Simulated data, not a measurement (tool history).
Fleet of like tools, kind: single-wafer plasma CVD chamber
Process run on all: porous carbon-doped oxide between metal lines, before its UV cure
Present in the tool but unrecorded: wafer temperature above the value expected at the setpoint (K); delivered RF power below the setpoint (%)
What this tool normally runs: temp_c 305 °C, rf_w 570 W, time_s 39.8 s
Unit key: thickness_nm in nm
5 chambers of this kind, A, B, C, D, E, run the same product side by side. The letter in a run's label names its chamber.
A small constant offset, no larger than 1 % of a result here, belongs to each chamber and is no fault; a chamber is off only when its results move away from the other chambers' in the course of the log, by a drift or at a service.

run,hour,temp_c,rf_w,time_s,hours since the last thermocouple change,hours since the last RF generator calibration,"read-back reference wafer on the same gauge, thickness_nm",thickness_nm
1E,8.4,305,570,39.8,154.8,770.1,266.82,225.8
2A,15.2,305,570,39.8,876.1,1497.3,266.89,225.24
3C,23.5,305,570,39.8,94.8,1831.3,266.84,227.94
4B,28.5,305,570,39.8,1299.2,982.5,267.07,225.73
5D,37.7,305,570,39.8,442.4,1214,266.65,225.38
6E,47.1,305,570,39.8,193.5,808.8,267.08,224.88
7B,56.7,305,570,39.8,1327.4,1010.7,267.11,225
8C,65.7,305,570,39.8,137,1873.5,267.1,228.39
9A,75,305,570,44,935.9,1557.1,266.9,248.05
10D,79.8,305,570,44,484.5,1256.1,267.14,248.52
11D,89.1,305,570,44,493.8,1265.4,267.1,249.5
# hour 94.9: chamber A: thermocouple changed; heater temperature recalibrated
12E,94.9,305,570,44,241.3,856.6,266.75,247.82
13B,102,305,570,44,1372.7,1056,267.02,247.9
# hour 102.2: chamber C: RF generator calibrated
14A,106.3,305,570,39.8,11.5,1588.4,266.9,218.8
15C,110.9,305,570,39.8,182.2,8.8,267.05,227.18
16C,120.2,305,570,39.8,191.5,18.1,267.05,227.86
17B,125,305,570,39.8,1395.7,1079,267.06,224.73
18E,129.4,305,570,39.8,275.8,891.1,267.09,225.77
19D,136,305,570,39.8,540.7,1312.3,267.07,225.65
20A,141.2,305,570,39.8,46.4,1623.3,267.02,218.73
21C,150.1,305,570,39.8,221.4,48,266.97,226.85
22D,156.9,305,570,39.8,561.6,1333.2,266.91,227.07
23B,165.9,305,570,39.8,1436.6,1119.9,266.89,225.05
24A,171.1,305,570,39.8,76.3,1653.2,267.04,218.81
25E,179.5,305,570,39.8,325.9,941.2,266.87,226.39
26B,186.3,313,570,42.9,1457,1140.3,266.76,230.57
27E,191.9,313,570,42.9,338.3,953.6,266.97,231.96
28C,197,313,570,42.9,268.3,94.9,266.87,235.87
# hour 202.7: chamber A: RF generator calibrated
29A,202.9,313,570,42.9,108.1,0.2,267.1,225.31
30D,209.5,313,570,42.9,614.2,1385.8,266.83,231.82
31B,217.3,295,570,39.8,1488,1171.3,266.89,237.23
32C,224.8,295,570,39.8,296.1,122.7,266.91,240.84
33D,231.4,295,570,39.8,636.1,1407.7,266.99,239.43
34A,239.3,295,570,39.8,144.5,36.6,267.01,231.92
35E,248.2,295,570,39.8,394.6,1009.9,266.96,237.35
# hour 252.4: chamber D: RF generator calibrated
36B,253.5,305,570,39.8,1524.2,1207.5,267.1,223.82
37A,259.3,305,570,39.8,164.5,56.6,267.07,219.98
38C,265.9,316,570,36.1,337.2,163.8,266.85,194.64
39D,271.5,316,570,36.1,676.2,19.2,267.06,193.85

The same settings go to every chamber for the next run, one line per chamber below. Forecast the results for each:
40A,278.7,305,570,39.8,,,,?
40B,278.7,305,570,39.8,,,,?
40C,278.7,305,570,39.8,,,,?
40D,278.7,305,570,39.8,,,,?
40E,278.7,305,570,39.8,,,,?

run,thickness_nm
40A,218.14
40B,224.85
40C,229.12
40D,227.03
40E,224.98

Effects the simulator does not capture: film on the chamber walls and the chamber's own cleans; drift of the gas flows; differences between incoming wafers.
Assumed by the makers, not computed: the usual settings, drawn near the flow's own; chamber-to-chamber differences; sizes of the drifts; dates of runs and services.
